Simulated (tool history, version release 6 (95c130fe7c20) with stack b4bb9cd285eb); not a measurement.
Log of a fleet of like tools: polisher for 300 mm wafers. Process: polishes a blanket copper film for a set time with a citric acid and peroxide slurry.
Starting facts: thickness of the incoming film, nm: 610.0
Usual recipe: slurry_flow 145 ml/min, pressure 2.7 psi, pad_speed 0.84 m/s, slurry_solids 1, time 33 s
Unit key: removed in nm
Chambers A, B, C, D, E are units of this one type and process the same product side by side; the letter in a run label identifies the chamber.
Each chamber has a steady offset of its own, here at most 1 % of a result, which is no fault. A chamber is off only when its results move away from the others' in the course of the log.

run   hour  slurry_flow  pressure  pad_speed  slurry_solids  time  removed
       8.2  -- chamber D: slurry nozzle cleaned
 1B   14.3          145       2.7       0.84              1    33   63.334
      15.1  -- chamber A: worn pad replaced by a new one
      17.5  -- chamber C: slurry blender recalibrated
 2D   28.5          145       2.7       0.84              1    33   63.516
 3C   36.3          145       2.7       0.84              1    33   62.985
      42.5  -- chamber A: head pressure recalibrated
 4E   43.5          145       2.7       0.84              1    33   63.004
 5A   52.4          145       2.7       0.84              1    33   62.934
      59.0  -- chamber E: worn pad replaced by a new one
 6B   64.4          145       2.7       0.84              1    33   62.411
      67.7  -- chamber E: slurry blender recalibrated
      69.5  -- chamber C: worn pad replaced by a new one
      70.6  -- chamber E: slurry nozzle cleaned
 7D   73.3          145       2.7       0.84              1    33   63.750
      75.2  -- chamber B: worn pad replaced by a new one
      77.9  -- chamber C: slurry nozzle cleaned
 8E   89.1          145       2.7       0.84              1    33   63.460
      91.7  -- chamber A: worn pad replaced by a new one
      93.1  -- chamber D: worn pad replaced by a new one
 9A  102.7          145       2.7       0.84              1    33   65.110
10C  115.9          145       2.7       0.84              1    33   63.109
     128.9  -- chamber A: slurry blender recalibrated
11E  130.8          145       2.7       0.84              1    33   64.135
     134.1  -- chamber A: slurry nozzle cleaned
     137.7  -- chamber C: slurry blender recalibrated
12A  138.7          145       2.7       0.98              1    33   74.285
     145.7  -- chamber C: worn pad replaced by a new one
     153.1  -- chamber E: worn pad replaced by a new one
13D  154.5          145       2.7       0.98              1    33   73.597
14B  165.0          145       2.7       0.98              1    33   73.363
     173.6  -- chamber B: worn pad replaced by a new one
     177.4  -- chamber A: worn pad replaced by a new one
15C  179.2          145       2.7       0.98              1    33   71.602
     191.1  -- chamber D: slurry blender recalibrated
16B  195.1          145       2.7       0.98              1    33   73.864
17E  204.9          145       2.7       0.84              1    33   63.674
18D  217.2          145       2.7       0.84              1    33   62.953
     219.6  -- chamber E: slurry blender recalibrated
19A  224.4          145       2.7       0.84              1    33   63.438
     228.3  -- chamber D: worn pad replaced by a new one
     230.2  -- chamber E: worn pad replaced by a new one
20C  237.7          145       2.7       0.84              1    33   63.429
     238.2  -- chamber C: worn pad replaced by a new one
     248.6  -- chamber C: slurry blender recalibrated
21B  251.5          145       2.7       0.84              1    33   63.200
     263.8  -- chamber B: worn pad replaced by a new one
22A  265.6          105       3.3       0.84              1    33   71.018
     268.0  -- chamber A: worn pad replaced by a new one
23D  275.3          105       3.3       0.84              1    33   70.153
24E  283.4          105       3.3       0.84              1    33   71.803
25C  294.3          105       3.3       0.84              1    33   71.815
     299.6  -- chamber D: slurry nozzle cleaned
26E  309.8          105       3.3       0.84              1    33   72.001
27D  322.8          145       2.7       0.84              1    33   61.324
     327.4  -- chamber E: worn pad replaced by a new one
     330.9  -- chamber C: worn pad replaced by a new one
28C  331.4          145       2.7       0.84              1    33   62.667
     342.2  -- chamber A: worn pad replaced by a new one
29A  345.3          145       2.7       0.84              1    33   63.290
     350.5  -- chamber B: worn pad replaced by a new one
     351.9  -- chamber D: worn pad replaced by a new one
30B  358.7          145       2.7       0.84              1    33   64.109
31D  365.8          145       2.7       0.84              1    33   61.011
     370.3  -- chamber A: slurry blender recalibrated
     375.3  -- chamber C: slurry blender recalibrated
     376.8  -- chamber E: slurry blender recalibrated
32C  379.6          145       2.7       1.04              1    37   86.311
33B  389.6          145       2.7       1.04              1    37   88.035
34A  398.2          145       2.7       1.04              1    37   86.841
35E  406.2          145       2.7       1.04              1    37   85.586
     410.4  -- chamber B: slurry blender recalibrated
36B  418.4          145       2.7       1.04              1    37   87.268
     428.3  -- chamber A: worn pad replaced by a new one
37A  432.3          145       2.7       0.84              1    33   63.610

Each of the 5 chambers runs these same settings next. Fill in every chamber's results:
38A  443.7          145       2.7       0.96              1    33        ?
38B  443.7          145       2.7       0.96              1    33        ?
38C  443.7          145       2.7       0.96              1    33        ?
38D  443.7          145       2.7       0.96              1    33        ?
38E  443.7          145       2.7       0.96              1    33        ?

run  removed
38A   71.739
38B   71.954
38C   71.890
38D   68.353
38E   72.434
